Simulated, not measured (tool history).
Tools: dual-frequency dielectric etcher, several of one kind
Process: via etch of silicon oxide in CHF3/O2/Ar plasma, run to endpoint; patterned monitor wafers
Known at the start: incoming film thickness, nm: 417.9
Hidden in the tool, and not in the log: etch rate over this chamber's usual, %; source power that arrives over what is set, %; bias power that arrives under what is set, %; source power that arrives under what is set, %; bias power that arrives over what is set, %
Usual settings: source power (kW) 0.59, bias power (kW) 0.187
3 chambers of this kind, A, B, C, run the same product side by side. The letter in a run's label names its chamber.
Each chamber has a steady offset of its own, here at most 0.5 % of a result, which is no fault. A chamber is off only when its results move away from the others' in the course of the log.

run   hour  source power (kW)  bias power (kW)  hours since the last wet clean  hours since the last source power generator calibration  hours since the last bias power generator calibration  endpoint time (s)
 1B    3.6               0.59            0.187                           152.9                                                   1574.8                                                   23.7             209.19
 2A    7.1               0.59            0.187                             219                                                   3714.7                                                 1937.1                211
 3C    9.6               0.59            0.187                           405.4                                                   4044.2                                                  851.5             209.52
 4A     12               0.59            0.187                           223.9                                                   3719.6                                                   1942             210.53
 5C   14.2               0.59            0.187                             410                                                   4048.8                                                  856.1             209.49
 6B   18.6               0.59            0.187                           167.9                                                   1589.8                                                   38.7             211.89
 7C   21.7               0.59            0.187                           417.5                                                   4056.3                                                  863.6             208.63
 8B   25.5               0.59            0.187                           174.8                                                   1596.7                                                   45.6             211.34
 9A   29.9               0.59            0.187                           241.8                                                   3737.5                                                 1959.9             207.88
10A   32.6               0.59            0.187                           244.5                                                   3740.2                                                 1962.6             208.55
11B   37.3               0.73            0.187                           186.6                                                   1608.5                                                   57.4             193.54
12C   41.4               0.73            0.187                           437.2                                                     4076                                                  883.3              191.8
13A   44.4               0.73            0.187                           256.3                                                     3752                                                 1974.4              194.1
14C   48.2               0.59            0.187                             444                                                   4082.8                                                  890.1             209.37
15B   50.3               0.59            0.187                           199.6                                                   1621.5                                                   70.4             208.75
16B     53               0.59            0.187                           202.3                                                   1624.2                                                   73.1             207.82
17C   55.9               0.59            0.187                           451.7                                                   4090.5                                                  897.8             209.89
18A   60.5               0.59            0.187                           272.4                                                   3768.1                                                 1990.5              213.8
19A   62.6               0.59            0.162                           274.5                                                   3770.2                                                 1992.6             219.06
20B   66.8               0.59            0.162                           216.1                                                     1638                                                   86.9             217.69
      66.9  -- chamber C: wet clean of the chamber
21C   69.8               0.59            0.162                             2.9                                                   4104.4                                                  911.7             223.53
22A   73.3               0.59            0.187                           285.2                                                   3780.9                                                 2003.3             209.34
23B   77.4               0.59            0.187                           226.7                                                   1648.6                                                   97.5             206.57
24C   81.9               0.59            0.187                              15                                                   4116.5                                                  923.8             212.35
25A   84.7               0.59            0.187                           296.6                                                   3792.3                                                 2014.7             208.87
26C   86.9               0.59            0.187                              20                                                   4121.5                                                  928.8             210.55
27B   89.6               0.59            0.187                           238.9                                                   1660.8                                                  109.7             206.52
28A     93               0.59            0.187                           304.9                                                   3800.6                                                   2023             209.96
29B   96.2               0.59            0.187                           245.5                                                   1667.4                                                  116.3             205.66
30C  100.2               0.59            0.187                            33.3                                                   4134.8                                                  942.1             210.34
31B  102.4               0.59            0.187                           251.7                                                   1673.6                                                  122.5             205.09
32C  106.6               0.59            0.187                            39.7                                                   4141.2                                                  948.5             209.13
33A  110.1               0.59            0.187                             322                                                   3817.7                                                 2040.1             210.29
34C  113.6               0.59            0.187                            46.7                                                   4148.2                                                  955.5             210.78
35B  117.2               0.59            0.187                           266.5                                                   1688.4                                                  137.3             204.26
36A  119.3               0.59            0.187                           331.2                                                   3826.9                                                 2049.3             212.21
37B  122.1               0.59            0.187                           271.4                                                   1693.3                                                  142.2             204.08
38C  124.6               0.59            0.187                            57.7                                                   4159.2                                                  966.5             212.14
39A  127.2               0.59            0.187                           339.1                                                   3834.8                                                 2057.2              211.3
40C  131.8               0.59            0.187                            64.9                                                   4166.4                                                  973.7             212.46
41B  135.3               0.59            0.187                           284.6                                                   1706.5                                                  155.4             201.27
42A  138.2               0.59            0.187                           350.1                                                   3845.8                                                 2068.2             208.02
43C  140.8               0.59            0.187                            73.9                                                   4175.4                                                  982.7             211.05
44B  143.2               0.59            0.187                           292.5                                                   1714.4                                                  163.3             202.05

All 3 chambers run these settings next. Forecast each chamber's results:
45A  146.6               0.59            0.187                                                                                                                                                                  ?
45B  146.6               0.59            0.187                                                                                                                                                                  ?
45C  146.6               0.59            0.187                                                                                                                                                                  ?

run  endpoint time (s)
45A             209.82
45B             201.06
45C             209.19

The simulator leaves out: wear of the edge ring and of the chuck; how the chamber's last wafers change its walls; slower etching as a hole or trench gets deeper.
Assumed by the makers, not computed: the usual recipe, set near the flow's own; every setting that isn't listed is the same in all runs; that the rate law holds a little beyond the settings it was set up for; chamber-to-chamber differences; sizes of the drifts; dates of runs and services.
